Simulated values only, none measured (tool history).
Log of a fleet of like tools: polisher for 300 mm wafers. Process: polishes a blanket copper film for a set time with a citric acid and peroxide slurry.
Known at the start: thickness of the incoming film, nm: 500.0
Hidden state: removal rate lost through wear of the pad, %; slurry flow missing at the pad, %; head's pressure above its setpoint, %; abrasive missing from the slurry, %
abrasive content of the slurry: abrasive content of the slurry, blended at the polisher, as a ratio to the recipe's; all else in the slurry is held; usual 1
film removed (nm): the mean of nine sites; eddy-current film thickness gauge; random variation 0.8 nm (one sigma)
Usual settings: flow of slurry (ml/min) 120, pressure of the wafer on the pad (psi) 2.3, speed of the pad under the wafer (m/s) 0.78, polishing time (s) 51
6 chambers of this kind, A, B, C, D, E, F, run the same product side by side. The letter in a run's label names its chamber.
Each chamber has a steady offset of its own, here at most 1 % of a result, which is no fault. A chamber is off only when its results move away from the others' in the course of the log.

run	hour	flow of slurry (ml/min)	pressure of the wafer on the pad (psi)	speed of the pad under the wafer (m/s)	abrasive content of the slurry	polishing time (s)	wafers polished on this pad	hours since the slurry nozzle was cleaned	hours since the head pressure was calibrated	hours since the slurry blender was calibrated	film removed (nm)
1A	12.9	120	2.3	0.78	1	51	1215	34.0	117.2	137.1	59.299
# hour 19.3: chamber A: worn pad replaced by a new one
# hour 21.0: chamber F: slurry blender recalibrated
2E	25.5	120	2.3	0.78	1	51	528	42.3	308.0	294.7	59.767
# hour 25.8: chamber C: head pressure recalibrated
# hour 37.7: chamber C: slurry blender recalibrated
# hour 41.3: chamber E: head pressure recalibrated
3F	41.3	120	2.3	0.78	1	51	453	223.7	98.9	20.4	57.933
4C	52.5	120	2.3	0.78	1	51	777	400.8	26.8	14.8	57.722
# hour 60.8: chamber C: slurry nozzle cleaned
5B	66.0	120	2.3	0.78	1	51	725	428.7	744.4	182.9	59.063
# hour 73.9: chamber A: slurry blender recalibrated
6D	74.4	120	2.3	0.78	1	51	803	442.1	321.4	161.8	59.592
# hour 87.3: chamber C: worn pad replaced by a new one
7D	87.7	120	2.3	0.78	1	51	945	455.4	334.7	175.1	57.931
# hour 87.9: chamber B: head pressure recalibrated
8C	98.8	120	2.3	0.78	1	51	123	38.0	73.1	61.1	58.218
# hour 101.4: chamber D: worn pad replaced by a new one
# hour 108.6: chamber E: worn pad replaced by a new one
9A	114.5	120	2.3	0.78	1	51	1017	135.6	218.8	40.6	58.234
# hour 124.4: chamber F: worn pad replaced by a new one
# hour 126.0: chamber B: worn pad replaced by a new one
10B	128.7	120	2.3	0.78	1	51	29	491.4	40.9	245.6	56.759
# hour 133.4: chamber D: slurry blender recalibrated
# hour 138.3: chamber A: worn pad replaced by a new one
11E	139.6	120	2.3	0.78	1	51	331	156.4	98.3	408.8	57.854
12F	152.2	120	2.3	0.78	1	51	297	334.6	209.8	131.3	58.362
13F	166.0	120	2.3	0.78	1	51	445	348.4	223.6	145.1	56.235
14B	174.7	120	2.3	0.78	1	51	520	537.4	86.9	291.6	56.696
15A	189.6	120	2.3	0.78	1	51	548	210.7	293.9	115.7	58.350
# hour 199.0: chamber D: worn pad replaced by a new one
16D	205.9	120	2.3	0.78	1	51	74	573.6	452.9	72.5	59.758
# hour 218.7: chamber C: worn pad replaced by a new one
17C	219.4	120	2.3	0.78	1	59	7	158.6	193.7	181.7	67.913
18E	228.9	120	2.3	0.78	1	59	1285	245.7	187.6	498.1	66.309
# hour 237.9: chamber B: slurry nozzle cleaned
# hour 240.2: chamber E: worn pad replaced by a new one
# hour 243.2: chamber F: worn pad replaced by a new one
19B	244.0	120	2.3	0.78	1	59	1260	6.1	156.2	360.9	65.769
# hour 245.1: chamber A: slurry nozzle cleaned
# hour 256.3: chamber A: worn pad replaced by a new one
# hour 257.0: chamber A: slurry blender recalibrated
20E	259.8	120	2.3	0.78	1	59	209	276.6	218.5	529.0	67.298
# hour 267.2: chamber B: worn pad replaced by a new one
21F	273.5	120	2.3	0.78	1	59	324	455.9	331.1	252.6	67.664
# hour 279.1: chamber C: slurry blender recalibrated
22D	286.8	120	2.3	0.78	1	59	938	654.5	533.8	153.4	67.701
23C	296.2	120	2.3	0.78	1	51	827	235.4	270.5	17.1	57.787
# hour 300.7: chamber A: head pressure recalibrated
# hour 302.4: chamber D: slurry nozzle cleaned
24A	303.9	120	2.3	0.78	1	51	509	58.8	3.3	46.9	59.342
25A	313.4	120	2.3	0.78	1	51	610	68.3	12.8	56.4	57.861
# hour 316.5: chamber D: worn pad replaced by a new one
26B	328.6	120	2.3	0.78	1	51	656	90.7	240.8	445.5	56.644
# hour 330.4: chamber B: slurry blender recalibrated
27E	339.3	120	2.3	0.78	1	51	1058	356.1	298.0	608.5	55.904
# hour 346.7: chamber E: worn pad replaced by a new one
# hour 349.9: chamber D: slurry blender recalibrated
# hour 350.2: chamber C: worn pad replaced by a new one
28D	351.9	120	2.3	0.78	1	51	378	49.5	598.9	2.0	59.049
# hour 356.4: chamber F: worn pad replaced by a new one
29C	366.9	120	2.3	0.78	1	51	178	306.1	341.2	87.8	59.117
30F	376.9	120	2.3	0.78	1	51	219	559.3	434.5	356.0	58.195
# hour 381.3: chamber A: worn pad replaced by a new one
# hour 383.7: chamber B: worn pad replaced by a new one
31B	386.0	120	2.3	0.78	1	51	24	148.1	298.2	55.6	57.370
# hour 391.7: chamber E: head pressure recalibrated
32A	400.5	120	2.3	0.78	1	51	205	155.4	99.9	143.5	57.741
33F	416.2	120	2.3	0.78	1	51	639	598.6	473.8	395.3	57.758
# hour 418.6: chamber D: worn pad replaced by a new one
34C	430.3	120	2.3	0.78	1	51	855	369.5	404.6	151.2	58.246
35E	443.0	120	2.3	0.78	1	51	1028	459.8	51.4	712.2	55.582
# hour 452.2: chamber E: worn pad replaced by a new one
# hour 454.8: chamber C: worn pad replaced by a new one
# hour 456.1: chamber F: worn pad replaced by a new one
36D	456.5	120	2.3	0.78	1	51	404	154.1	703.5	106.6	57.932
# hour 461.7: chamber F: slurry blender recalibrated
37A	463.6	120	2.3	0.78	1	51	879	218.5	163.0	206.6	59.530
# hour 463.9: chamber A: slurry blender recalibrated
38D	478.3	120	2.3	0.78	1	51	637	175.9	725.3	128.4	59.711
# hour 480.8: chamber A: worn pad replaced by a new one
# hour 484.6: chamber C: slurry blender recalibrated
# hour 491.4: chamber A: slurry nozzle cleaned
39B	493.5	120	2.3	0.78	1	51	1172	255.6	405.7	163.1	58.677
40F	504.4	120	2.3	0.78	1	51	516	686.8	562.0	42.8	58.657
41E	519.5	120	2.3	0.78	1	51	719	536.3	127.9	788.7	54.894
42C	530.3	120	2.3	0.78	1	51	806	469.5	504.6	45.8	57.750
43A	540.0	120	2.3	0.78	1	51	632	48.6	239.4	76.2	59.346
# hour 541.9: chamber D: head pressure recalibrated
# hour 542.8: chamber D: worn pad replaced by a new one
44D	548.0	120	2.3	0.78	1	51	55	245.6	6.2	198.1	58.409

Is one chamber off against the others, does the gauge drift, or is nothing wrong? If a chamber is off, say which, and what the likeliest cause is.

Chamber E drifts away from the others.
Cause: abrasive missing from the slurry, % = 34.1.
The log may not tell that from: slurry flow missing at the pad, %.

Here are 4 candidates for chamber E's next run, each the usual settings with a change, their results left as question marks. Which one brings its results back in line with what the others give on the usual settings?
In line means no further than this from the other chambers' mean on the usual settings: film removed (nm) 2.800
45E-1	559.8	120	2.3	0.78	1.00	47					?
45E-2	559.8	120	2.3	0.78	1.35	51					?
45E-3	559.8	120	2.2	0.74	1.00	48					?
45E-4	559.8	120	2.3	0.92	1.00	51					?

The other chambers' mean on the usual settings: film removed (nm) 58.121
run	film removed (nm)
45E-1	49.992
45E-2	57.727
45E-3	46.524
45E-4	63.457
45E-2 brings the chamber back in line.

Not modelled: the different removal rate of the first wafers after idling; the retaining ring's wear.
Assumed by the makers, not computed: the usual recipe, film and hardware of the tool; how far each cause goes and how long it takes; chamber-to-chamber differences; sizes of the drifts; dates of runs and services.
